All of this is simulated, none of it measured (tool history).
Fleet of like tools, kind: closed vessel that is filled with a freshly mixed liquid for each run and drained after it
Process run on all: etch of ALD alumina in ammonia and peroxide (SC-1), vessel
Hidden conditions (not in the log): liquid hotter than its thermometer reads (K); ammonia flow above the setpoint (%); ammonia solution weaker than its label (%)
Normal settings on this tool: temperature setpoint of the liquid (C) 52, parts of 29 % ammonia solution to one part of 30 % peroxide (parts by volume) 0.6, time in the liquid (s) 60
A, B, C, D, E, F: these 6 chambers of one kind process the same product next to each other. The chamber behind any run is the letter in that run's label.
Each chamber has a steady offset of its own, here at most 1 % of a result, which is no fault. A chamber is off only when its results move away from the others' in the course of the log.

run	hour	temperature setpoint of the liquid (C)	parts of 29 % ammonia solution to one part of 30 % peroxide (parts by volume)	time in the liquid (s)	hours since the thermometer was replaced	hours since the ammonia flow meter was replaced	hours since the drum of ammonia solution was connected	read-back film thickness of the ALD alumina reference wafer, read on the same gauge (nm)	thickness taken off the ALD alumina on a monitor wafer (angstrom)
1D	7.6	52	0.6	60	454.8	711.7	252.5	119.98	42.129
2F	14.5	52	0.6	60	642.5	983	722.5	119.97	40.905
# hour 19.1: chamber B: ammonia flow meter replaced
3A	21.5	52	0.6	60	1742.3	464.2	861	120.01	41.436
4E	26.3	52	0.6	60	177.9	357.7	45.8	120.02	41.71
# hour 26.6: chamber B: new drum of ammonia solution connected
5B	31.5	52	0.6	60	1445.3	12.5	4.9	119.98	42.511
6C	35.4	52	0.6	60	50.3	1903.7	109.3	120.01	41.791
# hour 37.6: chamber D: thermometer replaced
7D	43.8	52	0.6	60	6.3	747.9	288.7	120	42.369
8E	49.5	52	0.6	60	201.1	380.9	69	119.95	41.465
9C	56.8	52	0.6	60	71.7	1925.1	130.7	120.02	41.083
10F	63.8	52	0.6	60	691.8	1032.3	771.8	119.99	42.13
11B	68.8	52	0.6	60	1482.6	49.8	42.2	119.98	42.003
12A	73.1	47.5	0.6	60	1793.9	515.8	912.6	119.96	31.999
13D	77	47.5	0.6	60	39.5	781.1	321.9	119.97	32.854
14A	84.2	47.5	0.6	60	1805	526.9	923.7	119.99	32.165
# hour 84.5: chamber A: new drum of ammonia solution connected
15E	92.5	47.5	0.6	60	244.1	423.9	112	120	33.007
16B	100.2	47.5	0.6	60	1514	81.2	73.6	120.02	33.256
17F	108.9	47.5	0.6	60	736.9	1077.4	816.9	120	32.321
# hour 109.6: chamber E: ammonia flow meter replaced
18C	115.8	52	0.6	60	130.7	1984.1	189.7	119.99	41.689
19E	122.4	52	0.6	60	274	12.9	141.9	120.01	42.073
20D	130.4	61.5	0.5	60	92.9	834.5	375.3	119.99	68.657
21B	134.5	61.5	0.5	60	1548.3	115.5	107.9	120	67.825
22A	139.2	61.5	0.5	60	1860	581.9	54.8	120.04	67.437
23F	143.9	61.5	0.5	60	771.9	1112.4	851.9	120.03	67.161
24C	151	61.5	0.5	60	165.9	2019.3	224.9	120.04	66.741
25F	159.4	61.5	0.5	60	787.4	1127.9	867.4	120.02	66.819
26C	168.4	58.5	0.35	60	183.3	2036.7	242.3	119.94	55.885
27E	174.9	58.5	0.35	60	326.5	65.4	194.4	119.98	59.271
28D	183.9	58.5	0.35	60	146.4	888	428.8	119.97	56.476
29A	190.9	58.5	0.35	60	1911.7	633.6	106.5	120	55.853
30B	194.9	58.5	0.35	60	1608.7	175.9	168.3	119.98	57.038
31E	202.6	58.5	0.35	60	354.2	93.1	222.1	120.02	60.906
32D	210.5	52	0.6	60	173	914.6	455.4	120.04	42.222
33C	218.9	52	0.6	60	233.8	2087.2	292.8	119.98	41.961
34B	225.9	52	0.6	60	1639.7	206.9	199.3	119.98	41.759
35A	231.3	46	0.4	60	1952.1	674	146.9	120	28.674
36F	238.8	46	0.4	60	866.8	1207.3	946.8	119.98	28.751

Does one chamber stand apart from the rest, does the shared gauge drift, or is all well apart from small per-chamber offsets? Give the chamber and the most likely cause, where there is one.

Little by little, chamber E moves away from the other chambers.
Cause: liquid hotter than its thermometer reads (K) = 1.88.

Here are 4 candidates for chamber E's next run, each the usual settings with a change, their results left as question marks. Which one brings its results back in line with what the others give on the usual settings?
In line means no further than this from the other chambers' mean on the usual settings: thickness taken off the ALD alumina on a monitor wafer (angstrom) 1.3
37E-1	245.3	55	0.6	60					?
37E-2	245.3	50	0.6	60					?
37E-3	245.3	52.5	0.6	65					?
37E-4	245.3	50.5	0.6	55					?

The other chambers' mean on the usual settings: thickness taken off the ALD alumina on a monitor wafer (angstrom) 41.816
run	thickness taken off the ALD alumina on a monitor wafer (angstrom)
37E-1	54.477
37E-2	41.585
37E-3	51.624
37E-4	39.188
37E-2 puts the chamber back in line with the other chambers.
